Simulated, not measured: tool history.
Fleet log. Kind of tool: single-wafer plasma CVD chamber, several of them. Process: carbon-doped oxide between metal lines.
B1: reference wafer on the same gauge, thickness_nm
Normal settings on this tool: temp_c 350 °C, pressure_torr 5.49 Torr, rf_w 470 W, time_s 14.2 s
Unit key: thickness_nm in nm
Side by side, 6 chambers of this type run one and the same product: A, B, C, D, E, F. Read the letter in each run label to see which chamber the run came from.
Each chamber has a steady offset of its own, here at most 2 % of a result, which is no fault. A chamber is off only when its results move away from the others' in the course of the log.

run 1C hour=10.0 | temp_c=350 pressure_torr=5.49 rf_w=470 time_s=14.2 | B1=73.054 | thickness_nm=72.848
-- hour=19.2 chamber B: thermocouple changed; heater temperature recalibrated
run 2B hour=20.7 | temp_c=350 pressure_torr=5.49 rf_w=470 time_s=14.2 | B1=73.136 | thickness_nm=71.563
run 3E hour=32.5 | temp_c=350 pressure_torr=5.49 rf_w=470 time_s=14.2 | B1=73.069 | thickness_nm=71.610
run 4D hour=44.1 | temp_c=350 pressure_torr=5.49 rf_w=470 time_s=14.2 | B1=73.116 | thickness_nm=71.510
run 5F hour=54.1 | temp_c=350 pressure_torr=4.73 rf_w=535 time_s=14.2 | B1=73.073 | thickness_nm=75.062
run 6A hour=66.4 | temp_c=350 pressure_torr=4.73 rf_w=535 time_s=14.2 | B1=72.944 | thickness_nm=75.459
run 7E hour=78.5 | temp_c=350 pressure_torr=4.73 rf_w=535 time_s=14.2 | B1=73.049 | thickness_nm=76.825
run 8F hour=91.9 | temp_c=350 pressure_torr=4.73 rf_w=535 time_s=14.2 | B1=73.066 | thickness_nm=75.859
run 9D hour=98.7 | temp_c=350 pressure_torr=4.73 rf_w=535 time_s=14.2 | B1=73.186 | thickness_nm=76.181
run 10C hour=108.3 | temp_c=350 pressure_torr=4.73 rf_w=535 time_s=14.2 | B1=73.114 | thickness_nm=77.004
run 11A hour=117.5 | temp_c=350 pressure_torr=5.49 rf_w=470 time_s=14.2 | B1=73.152 | thickness_nm=71.529
run 12B hour=127.7 | temp_c=350 pressure_torr=5.49 rf_w=470 time_s=14.2 | B1=73.111 | thickness_nm=71.833
run 13E hour=139.8 | temp_c=350 pressure_torr=5.49 rf_w=470 time_s=14.2 | B1=73.130 | thickness_nm=71.143
run 14D hour=152.9 | temp_c=350 pressure_torr=5.49 rf_w=470 time_s=14.2 | B1=73.144 | thickness_nm=71.065
-- hour=161.3 chamber E: RF generator calibrated
run 15C hour=164.2 | temp_c=350 pressure_torr=5.49 rf_w=470 time_s=14.2 | B1=73.160 | thickness_nm=73.057
run 16A hour=175.1 | temp_c=350 pressure_torr=5.49 rf_w=470 time_s=14.2 | B1=73.040 | thickness_nm=71.299
run 17B hour=182.1 | temp_c=350 pressure_torr=5.49 rf_w=470 time_s=14.2 | B1=73.163 | thickness_nm=71.569
run 18F hour=195.7 | temp_c=350 pressure_torr=5.49 rf_w=470 time_s=14.2 | B1=72.993 | thickness_nm=70.942
run 19A hour=207.5 | temp_c=350 pressure_torr=5.49 rf_w=470 time_s=14.2 | B1=73.092 | thickness_nm=70.712
run 20C hour=220.5 | temp_c=350 pressure_torr=5.49 rf_w=470 time_s=14.2 | B1=73.156 | thickness_nm=71.592
run 21D hour=227.2 | temp_c=350 pressure_torr=5.49 rf_w=470 time_s=14.2 | B1=73.115 | thickness_nm=70.846
run 22B hour=238.9 | temp_c=350 pressure_torr=5.49 rf_w=470 time_s=14.2 | B1=73.143 | thickness_nm=71.726
run 23E hour=245.1 | temp_c=350 pressure_torr=5.49 rf_w=470 time_s=14.2 | B1=73.159 | thickness_nm=71.469
run 24F hour=257.6 | temp_c=350 pressure_torr=5.49 rf_w=470 time_s=14.2 | B1=73.189 | thickness_nm=71.460
run 25E hour=265.5 | temp_c=350 pressure_torr=5.49 rf_w=470 time_s=14.2 | B1=73.185 | thickness_nm=72.004
run 26F hour=278.5 | temp_c=350 pressure_torr=5.49 rf_w=470 time_s=14.2 | B1=73.177 | thickness_nm=71.634
run 27C hour=290.8 | temp_c=350 pressure_torr=5.49 rf_w=470 time_s=14.2 | B1=73.010 | thickness_nm=73.068
run 28D hour=301.1 | temp_c=350 pressure_torr=5.49 rf_w=470 time_s=14.2 | B1=73.139 | thickness_nm=71.132
run 29B hour=310.2 | temp_c=350 pressure_torr=5.49 rf_w=470 time_s=14.2 | B1=73.106 | thickness_nm=72.181
run 30A hour=322.1 | temp_c=350 pressure_torr=5.49 rf_w=470 time_s=14.2 | B1=73.055 | thickness_nm=71.589
run 31A hour=333.3 | temp_c=350 pressure_torr=5.49 rf_w=470 time_s=14.2 | B1=73.091 | thickness_nm=72.035
run 32C hour=345.2 | temp_c=350 pressure_torr=5.49 rf_w=470 time_s=14.2 | B1=73.110 | thickness_nm=72.477
run 33E hour=358.8 | temp_c=350 pressure_torr=5.49 rf_w=470 time_s=14.2 | B1=73.090 | thickness_nm=72.456
run 34B hour=371.0 | temp_c=350 pressure_torr=5.49 rf_w=470 time_s=14.2 | B1=72.996 | thickness_nm=72.287
run 35F hour=379.3 | temp_c=350 pressure_torr=5.49 rf_w=470 time_s=14.2 | B1=73.030 | thickness_nm=71.700
run 36D hour=389.8 | temp_c=350 pressure_torr=5.49 rf_w=470 time_s=14.2 | B1=73.135 | thickness_nm=71.693
run 37E hour=402.5 | temp_c=350 pressure_torr=5.49 rf_w=470 time_s=14.2 | B1=73.099 | thickness_nm=71.376
run 38F hour=414.2 | temp_c=356 pressure_torr=5.49 rf_w=470 time_s=14.2 | B1=73.120 | thickness_nm=70.233
run 39C hour=424.3 | temp_c=356 pressure_torr=5.49 rf_w=470 time_s=14.2 | B1=73.178 | thickness_nm=72.066
run 40B hour=434.9 | temp_c=356 pressure_torr=5.49 rf_w=470 time_s=14.2 | B1=73.188 | thickness_nm=70.484

Next, all 6 chambers run the settings below, one line each with question marks for the results. What does each chamber give?
run 41A hour=444.8 | temp_c=350 pressure_torr=4.78 rf_w=470 time_s=14.2 | thickness_nm=?
run 41B hour=444.8 | temp_c=350 pressure_torr=4.78 rf_w=470 time_s=14.2 | thickness_nm=?
run 41C hour=444.8 | temp_c=350 pressure_torr=4.78 rf_w=470 time_s=14.2 | thickness_nm=?
run 41D hour=444.8 | temp_c=350 pressure_torr=4.78 rf_w=470 time_s=14.2 | thickness_nm=?
run 41E hour=444.8 | temp_c=350 pressure_torr=4.78 rf_w=470 time_s=14.2 | thickness_nm=?
run 41F hour=444.8 | temp_c=350 pressure_torr=4.78 rf_w=470 time_s=14.2 | thickness_nm=?

run=41A thickness_nm=69.765
run=41B thickness_nm=70.780
run=41C thickness_nm=71.609
run=41D thickness_nm=70.585
run=41E thickness_nm=71.048
run=41F thickness_nm=69.960
